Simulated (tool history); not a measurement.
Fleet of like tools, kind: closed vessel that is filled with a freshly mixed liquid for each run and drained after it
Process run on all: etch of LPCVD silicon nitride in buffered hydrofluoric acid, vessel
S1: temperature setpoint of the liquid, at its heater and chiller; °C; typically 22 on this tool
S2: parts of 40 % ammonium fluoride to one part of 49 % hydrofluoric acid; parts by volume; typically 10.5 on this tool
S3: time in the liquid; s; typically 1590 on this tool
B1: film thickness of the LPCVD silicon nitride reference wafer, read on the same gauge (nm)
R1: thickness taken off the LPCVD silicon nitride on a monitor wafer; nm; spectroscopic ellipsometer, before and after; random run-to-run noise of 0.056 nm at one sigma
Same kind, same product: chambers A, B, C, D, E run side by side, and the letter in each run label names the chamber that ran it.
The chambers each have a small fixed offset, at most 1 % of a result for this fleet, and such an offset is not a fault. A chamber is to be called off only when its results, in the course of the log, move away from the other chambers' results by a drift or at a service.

| run | hour | S1 | S2 | S3 | B1 | R1 |
|---|---|---|---|---|---|---|
| 1B | 8.8 | 22 | 10.5 | 1590 | 99.991 | 17.3640 |
| 2A | 13.7 | 22 | 10.5 | 1590 | 100.010 | 17.2050 |
| 3E | 19.2 | 22 | 10.5 | 1590 | 99.978 | 17.1780 |
| 4C | 28.0 | 22 | 10.5 | 1590 | 99.986 | 17.3280 |
| 5D | 36.1 | 22 | 10.5 | 1590 | 100.000 | 17.3520 |
| 6E | 42.5 | 22 | 10.5 | 1590 | 99.983 | 17.0100 |
| 7B | 50.6 | 22 | 10.5 | 1590 | 99.988 | 17.3310 |
| 8D | 56.4 | 22 | 10.5 | 1590 | 99.983 | 17.3760 |
| 9C | 64.7 | 22 | 10.5 | 1590 | 100.010 | 17.3390 |
| 10A | 73.5 | 22 | 10.5 | 1590 | 100.010 | 17.2040 |
| 11E | 80.2 | 22 | 10.5 | 1590 | 99.980 | 17.2010 |
| 12A | 86.0 | 26 | 8.0 | 1590 | 99.987 | 27.3390 |
| 13D | 91.3 | 26 | 8.0 | 1590 | 99.993 | 27.0990 |
| 14C | 100.0 | 26 | 8.0 | 1590 | 100.000 | 27.5970 |
| 15B | 106.9 | 26 | 8.0 | 1590 | 100.040 | 27.6980 |
| 16D | 115.5 | 26 | 8.0 | 1590 | 99.977 | 27.1320 |
| 17A | 121.6 | 22 | 10.5 | 1590 | 100.000 | 17.2230 |
| 18E | 129.1 | 22 | 10.5 | 1590 | 99.971 | 17.1240 |
| 19B | 137.4 | 22 | 10.5 | 2130 | 99.985 | 23.1800 |
| 20C | 145.3 | 22 | 10.5 | 2130 | 99.979 | 23.2150 |
| 21C | 151.8 | 22 | 10.5 | 2130 | 100.020 | 23.3510 |
|  | 158.9 | chamber A: hydrofluoric acid flow meter replaced |
| 22D | 161.6 | 22 | 10.5 | 2130 | 100.020 | 23.0780 |
| 23E | 167.0 | 22 | 10.5 | 2130 | 99.975 | 23.1730 |
| 24A | 176.3 | 22 | 10.5 | 1590 | 100.030 | 17.2570 |
| 25B | 184.3 | 22 | 14.5 | 1100 | 99.995 | 8.8281 |
| 26E | 191.8 | 22 | 14.5 | 1100 | 100.030 | 8.7241 |
| 27B | 201.1 | 22 | 14.5 | 1100 | 100.010 | 8.7588 |
| 28A | 209.7 | 22 | 14.5 | 1100 | 100.010 | 8.6798 |
| 29D | 220.1 | 22 | 14.5 | 1100 | 100.010 | 8.7878 |
| 30C | 226.0 | 22 | 10.5 | 1590 | 99.999 | 17.3760 |
| 31D | 231.5 | 22 | 10.5 | 1590 | 99.994 | 17.3600 |
| 32C | 240.2 | 22 | 10.5 | 1590 | 100.030 | 17.3220 |
| 33E | 249.4 | 22 | 10.5 | 1590 | 99.993 | 17.5940 |
| 34A | 256.0 | 22 | 10.5 | 1590 | 100.010 | 17.2920 |
| 35B | 263.0 | 22 | 10.5 | 1590 | 99.968 | 17.4140 |
| 36E | 268.7 | 22 | 9.5 | 2350 | 99.983 | 28.2810 |
|  | 274.9 | chamber C: thermometer replaced |
| 37C | 278.4 | 22 | 9.5 | 2350 | 100.000 | 27.8730 |
| 38A | 286.0 | 22 | 9.5 | 2350 | 99.989 | 27.6290 |
| 39B | 295.2 | 22 | 9.5 | 2350 | 100.010 | 27.9480 |
| 40D | 300.2 | 22 | 9.5 | 2350 | 99.992 | 27.5580 |
| 41C | 305.8 | 22 | 10.5 | 1590 | 99.977 | 17.3430 |

Next, all 5 chambers run the settings below, one line each with question marks for the results. What does each chamber give?
| 42A | 313.2 | 22 | 10.5 | 1590 |  | ? |
| 42B | 313.2 | 22 | 10.5 | 1590 |  | ? |
| 42C | 313.2 | 22 | 10.5 | 1590 |  | ? |
| 42D | 313.2 | 22 | 10.5 | 1590 |  | ? |
| 42E | 313.2 | 22 | 10.5 | 1590 |  | ? |

| run | R1 |
|---|---|
| 42A | 17.1590 |
| 42B | 17.5010 |
| 42C | 17.3030 |
| 42D | 17.3760 |
| 42E | 17.8350 |
